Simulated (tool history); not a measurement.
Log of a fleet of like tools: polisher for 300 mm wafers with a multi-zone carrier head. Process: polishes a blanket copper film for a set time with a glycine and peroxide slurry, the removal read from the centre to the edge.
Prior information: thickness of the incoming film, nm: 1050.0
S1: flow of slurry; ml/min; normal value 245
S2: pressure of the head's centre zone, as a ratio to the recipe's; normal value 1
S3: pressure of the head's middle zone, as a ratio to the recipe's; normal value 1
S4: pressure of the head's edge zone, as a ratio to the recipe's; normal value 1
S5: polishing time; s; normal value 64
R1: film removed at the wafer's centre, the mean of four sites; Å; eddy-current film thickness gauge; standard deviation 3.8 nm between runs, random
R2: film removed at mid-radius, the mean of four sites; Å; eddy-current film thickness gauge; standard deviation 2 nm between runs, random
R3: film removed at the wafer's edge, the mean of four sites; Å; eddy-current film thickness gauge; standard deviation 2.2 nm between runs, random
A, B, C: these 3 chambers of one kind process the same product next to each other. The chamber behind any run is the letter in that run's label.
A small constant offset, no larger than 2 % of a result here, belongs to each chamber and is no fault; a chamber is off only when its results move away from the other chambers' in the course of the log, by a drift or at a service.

run 1A hour=8.8 | S1=245 S2=1 S3=1 S4=1 S5=64 | R1=3034.4 R2=3063.7 R3=3089.2
run 2C hour=16.1 | S1=245 S2=1 S3=1 S4=1 S5=64 | R1=2990.9 R2=3015.5 R3=3029.9
run 3B hour=21.1 | S1=245 S2=1 S3=1 S4=1 S5=64 | R1=3075 R2=3074.1 R3=2997.9
run 4A hour=27 | S1=245 S2=1 S3=1 S4=1 S5=64 | R1=3022.2 R2=3049 R3=3053.3
run 5B hour=31.8 | S1=245 S2=1 S3=1 S4=1 S5=64 | R1=3059.8 R2=3061 R3=2997.9
-- hour=40.4 chamber B: worn pad replaced by a new one
run 6C hour=41.4 | S1=245 S2=1 S3=1 S4=1 S5=64 | R1=3044.1 R2=2937.6 R3=3023
run 7C hour=48.4 | S1=245 S2=1 S3=1 S4=1 S5=64 | R1=3029.5 R2=2988.7 R3=3039.7
run 8A hour=56.1 | S1=245 S2=1 S3=1 S4=1 S5=64 | R1=3030.8 R2=3060.4 R3=3034.7
run 9B hour=63.1 | S1=245 S2=1 S3=1 S4=1 S5=64 | R1=3043.8 R2=3072 R3=3037.8
run 10C hour=73.7 | S1=245 S2=1 S3=1 S4=1 S5=64 | R1=3018 R2=2972.1 R3=3029.3
run 11B hour=78.8 | S1=245 S2=1 S3=1 S4=1 S5=64 | R1=2987.4 R2=3030.6 R3=3055.6
run 12A hour=85 | S1=245 S2=1 S3=1 S4=1 S5=64 | R1=2983.2 R2=2975.3 R3=3024.7
-- hour=85.4 chamber C: slurry nozzle cleaned
run 13B hour=95.1 | S1=245 S2=1 S3=1 S4=1 S5=64 | R1=3085.1 R2=3065.3 R3=3048.5
-- hour=96.9 chamber C: worn pad replaced by a new one
run 14C hour=100.9 | S1=245 S2=1 S3=1 S4=1 S5=64 | R1=3059.5 R2=2958.9 R3=3052.6
-- hour=101.8 chamber B: centre zone pressure recalibrated
run 15A hour=109.4 | S1=245 S2=1 S3=1 S4=1 S5=64 | R1=2998.2 R2=2944 R3=2974.7
run 16C hour=117.5 | S1=245 S2=1 S3=1 S4=1 S5=64 | R1=2987 R2=2977.4 R3=3029.3
run 17A hour=125.1 | S1=245 S2=1 S3=1 S4=1 S5=64 | R1=2958.8 R2=2933.1 R3=2987.1
run 18B hour=135.9 | S1=245 S2=1 S3=1 S4=1 S5=64 | R1=2975.5 R2=3105.5 R3=3010.6
run 19B hour=141.3 | S1=245 S2=1 S3=1 S4=1 S5=64 | R1=3030.9 R2=3037.2 R3=3010.2
run 20C hour=147.6 | S1=245 S2=1 S3=1 S4=1 S5=64 | R1=3040.9 R2=2958.9 R3=3046.1
run 21A hour=152.8 | S1=245 S2=1 S3=1 S4=1 S5=64 | R1=2927.1 R2=2877.1 R3=2907.7
run 22A hour=161.5 | S1=245 S2=1 S3=1 S4=1.12 S5=64 | R1=2929.3 R2=2844.7 R3=3087.7
run 23C hour=172.2 | S1=245 S2=1 S3=1 S4=1.12 S5=64 | R1=2975 R2=2981.4 R3=3219.3
-- hour=172.6 chamber B: worn pad replaced by a new one
run 24B hour=177.7 | S1=245 S2=1 S3=1 S4=1.12 S5=64 | R1=3003.2 R2=3074.2 R3=3240.2
run 25B hour=183.4 | S1=245 S2=1 S3=1 S4=1 S5=64 | R1=3061.5 R2=3087.4 R3=3032.3
run 26A hour=192.4 | S1=245 S2=1 S3=1 S4=1 S5=64 | R1=2862 R2=2810.7 R3=2876.3
-- hour=194.2 chamber B: slurry nozzle cleaned
-- hour=194.5 chamber C: worn pad replaced by a new one
run 27C hour=197.6 | S1=245 S2=1 S3=1 S4=1 S5=64 | R1=3014.4 R2=2993.9 R3=3040.2
run 28C hour=204.1 | S1=245 S2=1 S3=1 S4=1 S5=64 | R1=3014.2 R2=2988.4 R3=3064.6
run 29B hour=210.6 | S1=245 S2=1 S3=1 S4=1 S5=64 | R1=3053.3 R2=3076.3 R3=3031.3
-- hour=215.7 chamber A: slurry nozzle cleaned
run 30A hour=217.9 | S1=245 S2=1 S3=1 S4=1 S5=64 | R1=2820.6 R2=2814.2 R3=2830.3

Has any chamber moved away from the others, gradually or after a service, or does the common gauge drift, or do the chambers differ only by their own small steady offsets? State the chamber and the most likely cause if one applies.

One chamber, A, drifts off from the rest bit by bit.
Likeliest cause: removal rate lost through wear of the pad, % = 8.22.

Below are 4 candidate recipes for chamber A's next run, each the usual settings with a change, their results shown as question marks. Which of them brings A's results back in line with what the other chambers give on the usual settings?
A result is in line if it is within this distance of the other chambers' mean on the usual settings: R1 130 Å; R2 70 Å; R3 76 Å
run 31A-1 hour=225.9 | S1=245 S2=1 S3=0.99 S4=1 S5=60 | R1=? R2=? R3=?
run 31A-2 hour=225.9 | S1=245 S2=1 S3=1.01 S4=1 S5=69 | R1=? R2=? R3=?
run 31A-3 hour=225.9 | S1=240 S2=1 S3=0.99 S4=1 S5=56 | R1=? R2=? R3=?
run 31A-4 hour=225.9 | S1=250 S2=1 S3=1.01 S4=1 S5=73 | R1=? R2=? R3=?

Average result of the remaining chambers running the usual settings: R1 3030.2 Å; R2 3025.4 Å; R3 3034.9 Å
run=31A-1 R1=2637.3 R2=2601.7 R3=2638.8
run=31A-2 R1=3033.3 R2=3047.3 R3=3033.8
run=31A-3 R1=2454.7 R2=2422.3 R3=2458.3
run=31A-4 R1=3217.7 R2=3231.6 R3=3215.4
31A-2 brings the chamber back in line.
